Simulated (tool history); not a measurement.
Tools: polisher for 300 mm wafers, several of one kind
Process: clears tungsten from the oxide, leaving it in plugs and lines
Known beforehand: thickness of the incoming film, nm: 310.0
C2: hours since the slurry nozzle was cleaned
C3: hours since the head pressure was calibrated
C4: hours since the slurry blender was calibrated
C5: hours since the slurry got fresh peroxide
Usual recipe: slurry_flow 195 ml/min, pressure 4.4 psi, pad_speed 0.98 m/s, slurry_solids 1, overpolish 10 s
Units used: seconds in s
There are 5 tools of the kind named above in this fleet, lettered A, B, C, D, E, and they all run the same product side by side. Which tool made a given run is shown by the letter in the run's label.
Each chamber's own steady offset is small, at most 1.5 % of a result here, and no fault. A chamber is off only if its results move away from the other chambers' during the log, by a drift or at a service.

run 1D hour=5.1 | slurry_flow=195 pressure=4.4 pad_speed=0.98 slurry_solids=1 overpolish=10 | wafers_polished_on_this_pad=732 C2=76.3 C3=443.9 C4=73.7 C5=100.0 | seconds=58.548
-- hour=6.9 chamber E: slurry nozzle cleaned
run 2E hour=10.5 | slurry_flow=195 pressure=4.4 pad_speed=0.98 slurry_solids=1 overpolish=10 | wafers_polished_on_this_pad=585 C2=3.6 C3=231.1 C4=138.5 C5=107.3 | seconds=57.487
run 3A hour=14.0 | slurry_flow=195 pressure=4.4 pad_speed=0.98 slurry_solids=1 overpolish=10 | wafers_polished_on_this_pad=450 C2=137.5 C3=421.7 C4=341.8 C5=96.4 | seconds=57.876
-- hour=16.2 chamber A: slurry tank refilled with fresh slurry and peroxide
run 4C hour=20.5 | slurry_flow=195 pressure=4.4 pad_speed=0.98 slurry_solids=1 overpolish=10 | wafers_polished_on_this_pad=153 C2=782.3 C3=149.3 C4=175.9 C5=71.3 | seconds=56.460
run 5B hour=25.3 | slurry_flow=195 pressure=4.4 pad_speed=0.98 slurry_solids=1 overpolish=10 | wafers_polished_on_this_pad=711 C2=165.5 C3=411.6 C4=262.5 C5=30.4 | seconds=59.257
run 6A hour=29.2 | slurry_flow=195 pressure=4.4 pad_speed=0.98 slurry_solids=1 overpolish=10 | wafers_polished_on_this_pad=563 C2=152.7 C3=436.9 C4=357.0 C5=13.0 | seconds=58.114
run 7B hour=34.4 | slurry_flow=195 pressure=4.4 pad_speed=0.98 slurry_solids=1 overpolish=10 | wafers_polished_on_this_pad=779 C2=174.6 C3=420.7 C4=271.6 C5=39.5 | seconds=57.164
run 8E hour=40.9 | slurry_flow=195 pressure=4.4 pad_speed=0.98 slurry_solids=1 overpolish=10 | wafers_polished_on_this_pad=811 C2=34.0 C3=261.5 C4=168.9 C5=137.7 | seconds=57.725
-- hour=41.9 chamber E: slurry tank refilled with fresh slurry and peroxide
-- hour=43.1 chamber A: worn pad replaced by a new one
-- hour=45.5 chamber A: head pressure recalibrated
run 9D hour=48.1 | slurry_flow=195 pressure=4.4 pad_speed=0.98 slurry_solids=1 overpolish=10 | wafers_polished_on_this_pad=1052 C2=119.3 C3=486.9 C4=116.7 C5=143.0 | seconds=58.304
-- hour=48.5 chamber C: slurry tank refilled with fresh slurry and peroxide
run 10C hour=54.7 | slurry_flow=195 pressure=4.4 pad_speed=0.98 slurry_solids=1 overpolish=10 | wafers_polished_on_this_pad=407 C2=816.5 C3=183.5 C4=210.1 C5=6.3 | seconds=57.099
run 11B hour=61.5 | slurry_flow=195 pressure=4.4 pad_speed=0.98 slurry_solids=1 overpolish=10 | wafers_polished_on_this_pad=980 C2=201.7 C3=447.8 C4=298.7 C5=66.6 | seconds=58.481
-- hour=62.1 chamber B: slurry tank refilled with fresh slurry and peroxide
-- hour=66.1 chamber D: slurry tank refilled with fresh slurry and peroxide
run 12C hour=67.3 | slurry_flow=195 pressure=4.4 pad_speed=0.98 slurry_solids=1 overpolish=10 | wafers_polished_on_this_pad=501 C2=829.1 C3=196.1 C4=222.7 C5=18.9 | seconds=57.042
-- hour=69.8 chamber D: worn pad replaced by a new one
run 13D hour=71.0 | slurry_flow=195 pressure=4.4 pad_speed=0.98 slurry_solids=1 overpolish=10 | wafers_polished_on_this_pad=8 C2=142.2 C3=509.8 C4=139.6 C5=5.0 | seconds=58.327
-- hour=71.9 chamber C: slurry nozzle cleaned
run 14E hour=76.3 | slurry_flow=195 pressure=4.4 pad_speed=0.98 slurry_solids=1 overpolish=10 | wafers_polished_on_this_pad=1074 C2=69.4 C3=296.9 C4=204.3 C5=34.4 | seconds=58.878
run 15A hour=81.5 | slurry_flow=195 pressure=4.4 pad_speed=0.98 slurry_solids=1 overpolish=10 | wafers_polished_on_this_pad=285 C2=205.0 C3=36.0 C4=409.3 C5=65.3 | seconds=57.975
run 16B hour=87.6 | slurry_flow=195 pressure=4.4 pad_speed=0.98 slurry_solids=1 overpolish=10 | wafers_polished_on_this_pad=1175 C2=227.8 C3=473.9 C4=324.8 C5=25.5 | seconds=59.375
run 17C hour=92.9 | slurry_flow=195 pressure=4.4 pad_speed=0.98 slurry_solids=1 overpolish=10 | wafers_polished_on_this_pad=691 C2=21.1 C3=221.7 C4=248.3 C5=44.5 | seconds=57.082
-- hour=93.5 chamber D: head pressure recalibrated
-- hour=98.2 chamber B: worn pad replaced by a new one
run 18D hour=98.3 | slurry_flow=195 pressure=4.4 pad_speed=0.98 slurry_solids=1 overpolish=10 | wafers_polished_on_this_pad=211 C2=169.5 C3=4.8 C4=166.9 C5=32.3 | seconds=65.596
-- hour=98.9 chamber E: slurry blender recalibrated
-- hour=102.2 chamber E: head pressure recalibrated
run 19E hour=106.0 | slurry_flow=195 pressure=4.4 pad_speed=0.98 slurry_solids=1 overpolish=10 | wafers_polished_on_this_pad=1295 C2=99.1 C3=3.9 C4=7.2 C5=64.1 | seconds=57.947
run 20A hour=109.8 | slurry_flow=195 pressure=4.4 pad_speed=0.98 slurry_solids=1 overpolish=10 | wafers_polished_on_this_pad=496 C2=233.3 C3=64.3 C4=437.6 C5=93.6 | seconds=57.867
run 21A hour=113.5 | slurry_flow=195 pressure=4.4 pad_speed=0.98 slurry_solids=1 overpolish=10 | wafers_polished_on_this_pad=523 C2=237.0 C3=68.0 C4=441.3 C5=97.3 | seconds=57.660
-- hour=116.1 chamber E: worn pad replaced by a new one
-- hour=116.3 chamber C: worn pad replaced by a new one
-- hour=116.4 chamber A: slurry tank refilled with fresh slurry and peroxide
run 22C hour=118.2 | slurry_flow=195 pressure=4.4 pad_speed=0.98 slurry_solids=1 overpolish=10 | wafers_polished_on_this_pad=14 C2=46.4 C3=247.0 C4=273.6 C5=69.8 | seconds=57.793
run 23B hour=122.1 | slurry_flow=195 pressure=4.4 pad_speed=0.98 slurry_solids=1 overpolish=10 | wafers_polished_on_this_pad=177 C2=262.3 C3=508.4 C4=359.3 C5=60.0 | seconds=57.560
run 24D hour=127.5 | slurry_flow=195 pressure=4.4 pad_speed=0.98 slurry_solids=1 overpolish=10 | wafers_polished_on_this_pad=429 C2=198.7 C3=34.0 C4=196.1 C5=61.5 | seconds=65.148
run 25E hour=133.6 | slurry_flow=195 pressure=4.4 pad_speed=0.98 slurry_solids=1 overpolish=10 | wafers_polished_on_this_pad=130 C2=126.7 C3=31.5 C4=34.8 C5=91.7 | seconds=58.209
-- hour=138.6 chamber B: slurry tank refilled with fresh slurry and peroxide
-- hour=139.3 chamber A: worn pad replaced by a new one
run 26E hour=139.7 | slurry_flow=195 pressure=4.4 pad_speed=0.98 slurry_solids=1 overpolish=10 | wafers_polished_on_this_pad=175 C2=132.8 C3=37.6 C4=40.9 C5=97.8 | seconds=58.734
run 27C hour=144.8 | slurry_flow=195 pressure=4.4 pad_speed=0.98 slurry_solids=1 overpolish=10 | wafers_polished_on_this_pad=212 C2=73.0 C3=273.6 C4=300.2 C5=96.4 | seconds=57.322
run 28A hour=149.9 | slurry_flow=195 pressure=4.4 pad_speed=0.98 slurry_solids=1 overpolish=10 | wafers_polished_on_this_pad=79 C2=273.4 C3=104.4 C4=477.7 C5=33.5 | seconds=57.822
-- hour=157.6 chamber C: slurry tank refilled with fresh slurry and peroxide
run 29B hour=157.6 | slurry_flow=135 pressure=4.4 pad_speed=0.98 slurry_solids=1 overpolish=10 | wafers_polished_on_this_pad=441 C2=297.8 C3=543.9 C4=394.8 C5=19.1 | seconds=60.910
run 30D hour=162.3 | slurry_flow=135 pressure=4.4 pad_speed=0.98 slurry_solids=1 overpolish=10 | wafers_polished_on_this_pad=687 C2=233.5 C3=68.8 C4=230.9 C5=96.3 | seconds=69.549
-- hour=168.1 chamber E: slurry tank refilled with fresh slurry and peroxide
run 31D hour=169.7 | slurry_flow=135 pressure=4.4 pad_speed=0.98 slurry_solids=1 overpolish=10 | wafers_polished_on_this_pad=742 C2=240.9 C3=76.2 C4=238.3 C5=103.7 | seconds=69.656
run 32A hour=174.8 | slurry_flow=135 pressure=4.4 pad_speed=0.98 slurry_solids=1 overpolish=10 | wafers_polished_on_this_pad=264 C2=298.3 C3=129.3 C4=502.6 C5=58.4 | seconds=60.829
-- hour=180.5 chamber B: slurry blender recalibrated
run 33C hour=182.2 | slurry_flow=135 pressure=4.4 pad_speed=0.98 slurry_solids=1 overpolish=10 | wafers_polished_on_this_pad=490 C2=110.4 C3=311.0 C4=337.6 C5=24.6 | seconds=61.113
-- hour=184.9 chamber B: head pressure recalibrated
run 34B hour=187.5 | slurry_flow=195 pressure=4.4 pad_speed=0.98 slurry_solids=1 overpolish=10 | wafers_polished_on_this_pad=664 C2=327.7 C3=2.6 C4=7.0 C5=49.0 | seconds=59.694
run 35E hour=193.8 | slurry_flow=195 pressure=4.4 pad_speed=0.98 slurry_solids=1 overpolish=10 | wafers_polished_on_this_pad=578 C2=186.9 C3=91.7 C4=95.0 C5=25.8 | seconds=57.908
run 36D hour=200.9 | slurry_flow=195 pressure=3.1 pad_speed=1.30 slurry_solids=1 overpolish=10 | wafers_polished_on_this_pad=975 C2=272.1 C3=107.4 C4=269.5 C5=134.9 | seconds=69.304

Does one chamber stand apart from the rest, does the shared gauge drift, or is all well apart from small per-chamber offsets? Give the chamber and the most likely cause, where there is one.

Chamber D has stood off from the others ever since a service on it.
Cause: head's pressure below its setpoint, % = 10.9.

Below are 4 candidate recipes for chamber D's next run, each the usual settings with a change, their results shown as question marks. Which of them brings D's results back in line with what the other chambers give on the usual settings?
In-line tolerance around the mean of the other chambers on the usual settings: seconds 1.800 s
run 37D-1 hour=206.5 | slurry_flow=195 pressure=4.7 pad_speed=1.04 slurry_solids=1.00 overpolish=10 | seconds=?
run 37D-2 hour=206.5 | slurry_flow=190 pressure=3.8 pad_speed=0.86 slurry_solids=1.00 overpolish=10 | seconds=?
run 37D-3 hour=206.5 | slurry_flow=195 pressure=4.1 pad_speed=0.92 slurry_solids=1.00 overpolish=10 | seconds=?
run 37D-4 hour=206.5 | slurry_flow=200 pressure=5.0 pad_speed=1.12 slurry_solids=1.05 overpolish=10 | seconds=?

The mean the other chambers reach with the usual settings: seconds 57.700 s
run=37D-1 seconds=58.215
run=37D-2 seconds=87.064
run=37D-3 seconds=75.261
run=37D-4 seconds=50.105
The answer is 37D-1, which returns the chamber to within the allowed miss of the others.

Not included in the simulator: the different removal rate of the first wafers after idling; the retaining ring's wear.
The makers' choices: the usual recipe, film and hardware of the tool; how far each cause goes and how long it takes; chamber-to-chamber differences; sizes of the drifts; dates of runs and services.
